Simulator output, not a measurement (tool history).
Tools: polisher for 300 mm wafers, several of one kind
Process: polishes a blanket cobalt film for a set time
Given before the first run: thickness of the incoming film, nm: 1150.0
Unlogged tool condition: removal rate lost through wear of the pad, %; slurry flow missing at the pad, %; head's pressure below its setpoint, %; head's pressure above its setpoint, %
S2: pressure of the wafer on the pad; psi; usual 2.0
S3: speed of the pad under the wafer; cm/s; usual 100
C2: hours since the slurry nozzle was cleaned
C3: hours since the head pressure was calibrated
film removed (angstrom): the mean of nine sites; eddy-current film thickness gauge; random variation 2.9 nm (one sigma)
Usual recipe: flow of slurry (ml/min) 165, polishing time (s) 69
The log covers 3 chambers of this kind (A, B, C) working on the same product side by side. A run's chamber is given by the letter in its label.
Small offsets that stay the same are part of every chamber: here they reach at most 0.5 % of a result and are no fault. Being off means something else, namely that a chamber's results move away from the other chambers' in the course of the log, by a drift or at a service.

Run 1B, hour 3.9: usual settings; wafers polished on this pad 295; C2 426.3; C3 585.6. Result: film removed (angstrom) 2878.1.
Run 2A, hour 7.4: usual settings; wafers polished on this pad 222; C2 102.5; C3 610.3. Result: film removed (angstrom) 2890.4.
Run 3C, hour 12.6: usual settings; wafers polished on this pad 257; C2 34.0; C3 413.3. Result: film removed (angstrom) 2952.0.
Run 4B, hour 15.6: usual settings; wafers polished on this pad 370; C2 438.0; C3 597.3. Result: film removed (angstrom) 2882.7.
Run 5A, hour 18.1: usual settings; wafers polished on this pad 291; C2 113.2; C3 621.0. Result: film removed (angstrom) 2880.3.
At hour 21.7: chamber C: head pressure recalibrated.
Run 6C, hour 22.1: usual settings; wafers polished on this pad 317; C2 43.5; C3 0.5. Result: film removed (angstrom) 2889.3.
Run 7C, hour 25.2: usual settings; wafers polished on this pad 337; C2 46.6; C3 3.6. Result: film removed (angstrom) 2875.2.
Run 8B, hour 27.7: usual settings; wafers polished on this pad 447; C2 450.1; C3 609.4. Result: film removed (angstrom) 2895.7.
Run 9A, hour 31.8: usual settings; wafers polished on this pad 378; C2 126.9; C3 634.7. Result: film removed (angstrom) 2884.8.
Run 10A, hour 34.5: usual settings but S2 2.3 psi; wafers polished on this pad 395; C2 129.6; C3 637.4. Result: film removed (angstrom) 3364.0.
Run 11B, hour 37.8: usual settings but S2 2.3 psi; wafers polished on this pad 512; C2 460.2; C3 619.5. Result: film removed (angstrom) 3351.5.
Run 12C, hour 41.0: usual settings but S2 2.3 psi; wafers polished on this pad 438; C2 62.4; C3 19.4. Result: film removed (angstrom) 3322.8.
Run 13B, hour 44.3: usual settings; wafers polished on this pad 554; C2 466.7; C3 626.0. Result: film removed (angstrom) 2906.2.
Run 14C, hour 46.7: usual settings but S2 1.8 psi, polishing time (s) 89; wafers polished on this pad 475; C2 68.1; C3 25.1. Result: film removed (angstrom) 3333.3.
Run 15A, hour 51.2: usual settings but S2 1.8 psi, polishing time (s) 89; wafers polished on this pad 502; C2 146.3; C3 654.1. Result: film removed (angstrom) 3338.8.
Run 16A, hour 55.4: usual settings but S2 1.8 psi, polishing time (s) 89; wafers polished on this pad 529; C2 150.5; C3 658.3. Result: film removed (angstrom) 3334.2.
Run 17B, hour 59.3: usual settings; wafers polished on this pad 649; C2 481.7; C3 641.0. Result: film removed (angstrom) 2905.8.
Run 18C, hour 62.9: usual settings; wafers polished on this pad 578; C2 84.3; C3 41.3. Result: film removed (angstrom) 2821.8.
Run 19A, hour 68.1: usual settings; wafers polished on this pad 610; C2 163.2; C3 671.0. Result: film removed (angstrom) 2873.7.
Run 20B, hour 72.1: usual settings but flow of slurry (ml/min) 195, S3 66 cm/s; wafers polished on this pad 731; C2 494.5; C3 653.8. Result: film removed (angstrom) 1947.5.
Run 21C, hour 76.0: usual settings but flow of slurry (ml/min) 195, S3 66 cm/s; wafers polished on this pad 662; C2 97.4; C3 54.4. Result: film removed (angstrom) 1829.9.
Run 22C, hour 78.6: usual settings but flow of slurry (ml/min) 195, S3 66 cm/s; wafers polished on this pad 679; C2 100.0; C3 57.0. Result: film removed (angstrom) 1908.9.
Run 23B, hour 81.1: usual settings but flow of slurry (ml/min) 205, polishing time (s) 85; wafers polished on this pad 789; C2 503.5; C3 662.8. Result: film removed (angstrom) 3670.6.
Run 24A, hour 84.9: usual settings but flow of slurry (ml/min) 205, polishing time (s) 85; wafers polished on this pad 718; C2 180.0; C3 687.8. Result: film removed (angstrom) 3670.8.
Run 25B, hour 87.3: usual settings but flow of slurry (ml/min) 205, polishing time (s) 85; wafers polished on this pad 829; C2 509.7; C3 669.0. Result: film removed (angstrom) 3768.8.
At hour 88.7: chamber A: worn pad replaced by a new one.
Run 26A, hour 91.3: usual settings; wafers polished on this pad 16; C2 186.4; C3 694.2. Result: film removed (angstrom) 2855.3.
Run 27C, hour 96.0: usual settings; wafers polished on this pad 790; C2 117.4; C3 74.4. Result: film removed (angstrom) 2720.2.
Run 28A, hour 100.6: usual settings; wafers polished on this pad 76; C2 195.7; C3 703.5. Result: film removed (angstrom) 2849.5.
Run 29B, hour 103.6: usual settings; wafers polished on this pad 933; C2 526.0; C3 685.3. Result: film removed (angstrom) 2914.9.
Run 30C, hour 107.0: usual settings; wafers polished on this pad 860; C2 128.4; C3 85.4. Result: film removed (angstrom) 2690.1.
Run 31C, hour 109.6: usual settings but flow of slurry (ml/min) 205, S2 1.7 psi; wafers polished on this pad 877; C2 131.0; C3 88.0. Result: film removed (angstrom) 2359.0.
Run 32A, hour 114.8: usual settings but flow of slurry (ml/min) 205, S2 1.7 psi; wafers polished on this pad 167; C2 209.9; C3 717.7. Result: film removed (angstrom) 2516.8.
Run 33B, hour 118.3: usual settings but flow of slurry (ml/min) 205, S2 1.7 psi; wafers polished on this pad 1027; C2 540.7; C3 700.0. Result: film removed (angstrom) 2558.3.
Run 34B, hour 121.6: usual settings but flow of slurry (ml/min) 130, S2 1.8 psi; wafers polished on this pad 1048; C2 544.0; C3 703.3. Result: film removed (angstrom) 2487.0.
Run 35A, hour 124.4: usual settings but flow of slurry (ml/min) 130, S2 1.8 psi; wafers polished on this pad 228; C2 219.5; C3 727.3. Result: film removed (angstrom) 2479.7.
Run 36C, hour 129.5: usual settings but flow of slurry (ml/min) 130, S2 1.8 psi; wafers polished on this pad 1004; C2 150.9; C3 107.9. Result: film removed (angstrom) 2258.5.
Run 37A, hour 132.2: usual settings; wafers polished on this pad 278; C2 227.3; C3 735.1. Result: film removed (angstrom) 2854.2.
Run 38B, hour 134.6: usual settings; wafers polished on this pad 1131; C2 557.0; C3 716.3. Result: film removed (angstrom) 2946.1.

Predict what each chamber gives when all 3 of them run the settings below next.
Run 39A, hour 138.4: usual settings but S2 1.6 psi. Result: film removed (angstrom) ?.
Run 39B, hour 138.4: usual settings but S2 1.6 psi. Result: film removed (angstrom) ?.
Run 39C, hour 138.4: usual settings but S2 1.6 psi. Result: film removed (angstrom) ?.

run  film removed (angstrom)
39A                   2291.7
39B                   2323.6
39C                   2068.3
